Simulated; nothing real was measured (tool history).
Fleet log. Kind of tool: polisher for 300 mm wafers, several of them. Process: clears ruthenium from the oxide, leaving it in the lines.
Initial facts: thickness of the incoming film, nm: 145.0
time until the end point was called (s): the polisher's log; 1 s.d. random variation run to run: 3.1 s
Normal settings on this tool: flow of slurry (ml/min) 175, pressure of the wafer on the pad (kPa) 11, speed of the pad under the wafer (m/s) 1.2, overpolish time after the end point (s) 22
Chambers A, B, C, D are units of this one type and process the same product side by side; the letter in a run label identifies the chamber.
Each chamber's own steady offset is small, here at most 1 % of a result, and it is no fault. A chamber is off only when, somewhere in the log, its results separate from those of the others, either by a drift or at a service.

run   hour  flow of slurry (ml/min)  pressure of the wafer on the pad (kPa)  speed of the pad under the wafer (m/s)  overpolish time after the end point (s)  wafers polished on this pad  hours since the slurry nozzle was cleaned  hours since the head pressure was calibrated  time until the end point was called (s)
 1D    2.9                      175                                      11                                     1.2                                       22                          163                                        146                                        1153.7                                   156.76
 2B    6.6                      175                                      11                                     1.2                                       22                          562                                        615                                         366.3                                   160.74
 3A     11                      175                                      11                                     1.2                                       22                          414                                      138.3                                         274.6                                   154.46
      12.1  -- chamber B: worn pad replaced by a new one
 4C   13.4                      175                                      11                                     1.2                                       22                          378                                      135.7                                         552.5                                   156.85
 5A   17.5                      175                                      11                                     1.2                                       22                          458                                      144.8                                         281.1                                   160.48
 6B   22.1                      175                                      11                                     1.2                                       22                           67                                      630.5                                         381.8                                    157.1
 7D   25.8                      175                                      11                                     1.2                                       26                          318                                      168.9                                        1176.6                                   162.64
 8C   30.3                      175                                      11                                     1.2                                       26                          493                                      152.6                                         569.4                                    161.1
 9C   32.9                      175                                      11                                     1.2                                       26                          510                                      155.2                                           572                                      153
10D   36.4                      175                                      11                                     1.2                                       26                          389                                      179.5                                        1187.2                                   157.57
        39  -- chamber C: worn pad replaced by a new one
11A   39.4                      175                                      11                                     1.2                                       22                          606                                      166.7                                           303                                   163.15
12B   43.9                      175                                      11                                     1.2                                       22                          215                                      652.3                                         403.6                                   158.84
13B   46.4                      175                                      11                                     1.2                                       22                          232                                      654.8                                         406.1                                   158.61
14C   48.9                      175                                      11                                     1.2                                       22                           67                                      171.2                                           588                                    153.2
15D   52.4                      175                                      11                                     1.2                                       22                          498                                      195.5                                        1203.2                                   162.77
16A   56.3                      175                                      11                                     1.2                                       22                          720                                      183.6                                         319.9                                   161.16
      58.4  -- chamber D: slurry nozzle cleaned
17C   58.7                      175                                      11                                     1.2                                       22                          133                                        181                                         597.8                                   159.96
18B   62.1                      175                                      11                                     1.2                                       22                          338                                      670.5                                         421.8                                   155.77
19D   66.4                      175                                      11                                     1.2                                       22                          592                                        8.1                                        1217.2                                   161.86
20A   71.6                      175                                      11                                    0.86                                       22                          824                                      198.9                                         335.2                                   221.18
      72.7  -- chamber A: head pressure recalibrated
21D   75.4                      175                                      11                                    0.86                                       22                          653                                       17.1                                        1226.2                                   231.85
22C   78.6                      175                                      11                                    0.86                                       22                          268                                      200.9                                         617.7                                   207.03
23A     81                      175                                      11                                    0.86                                       22                          888                                      208.3                                           8.4                                    231.6
      82.4  -- chamber D: head pressure recalibrated
24B   86.1                      175                                      11                                     1.2                                       22                          501                                      694.5                                         445.8                                    159.5
        88  -- chamber B: worn pad replaced by a new one
25C   88.7                      175                                      11                                     1.2                                       22                          336                                        211                                         627.8                                   157.57
26A   91.4                      175                                      11                                     1.2                                       22                          958                                      218.7                                          18.8                                   158.28
27B   95.8                      175                                      11                                     1.2                                       22                           53                                      704.2                                         455.5                                   161.77
28D  100.6                      175                                      11                                     1.4                                       27                          824                                       42.3                                          18.2                                   146.09
29B    106                      175                                      11                                     1.4                                       27                          122                                      714.4                                         465.7                                   130.85
30A  108.5                      175                                      11                                     1.4                                       27                         1074                                      235.8                                          35.9                                   133.53
31D  111.1                      175                                      11                                     1.4                                       27                          895                                       52.8                                          28.7                                   151.01
32C  115.1                      175                                      11                                     1.2                                       22                          515                                      237.4                                         654.2                                   152.97
33D  120.3                      175                                      11                                     1.2                                       22                          957                                         62                                          37.9                                   168.33
34A  124.7                      175                                      11                                     1.2                                       22                         1184                                        252                                          52.1                                   155.12

The same settings go to every chamber for the next run, one line per chamber below. Forecast the results for each:
35A  128.5                      175                                      11                                    0.94                                       22                                                                                                                                                              ?
35B  128.5                      175                                      11                                    0.94                                       22                                                                                                                                                              ?
35C  128.5                      175                                      11                                    0.94                                       22                                                                                                                                                              ?
35D  128.5                      175                                      11                                    0.94                                       22                                                                                                                                                              ?

run  time until the end point was called (s)
35A                                    205.9
35B                                   201.71
35C                                   191.88
35D                                   226.59

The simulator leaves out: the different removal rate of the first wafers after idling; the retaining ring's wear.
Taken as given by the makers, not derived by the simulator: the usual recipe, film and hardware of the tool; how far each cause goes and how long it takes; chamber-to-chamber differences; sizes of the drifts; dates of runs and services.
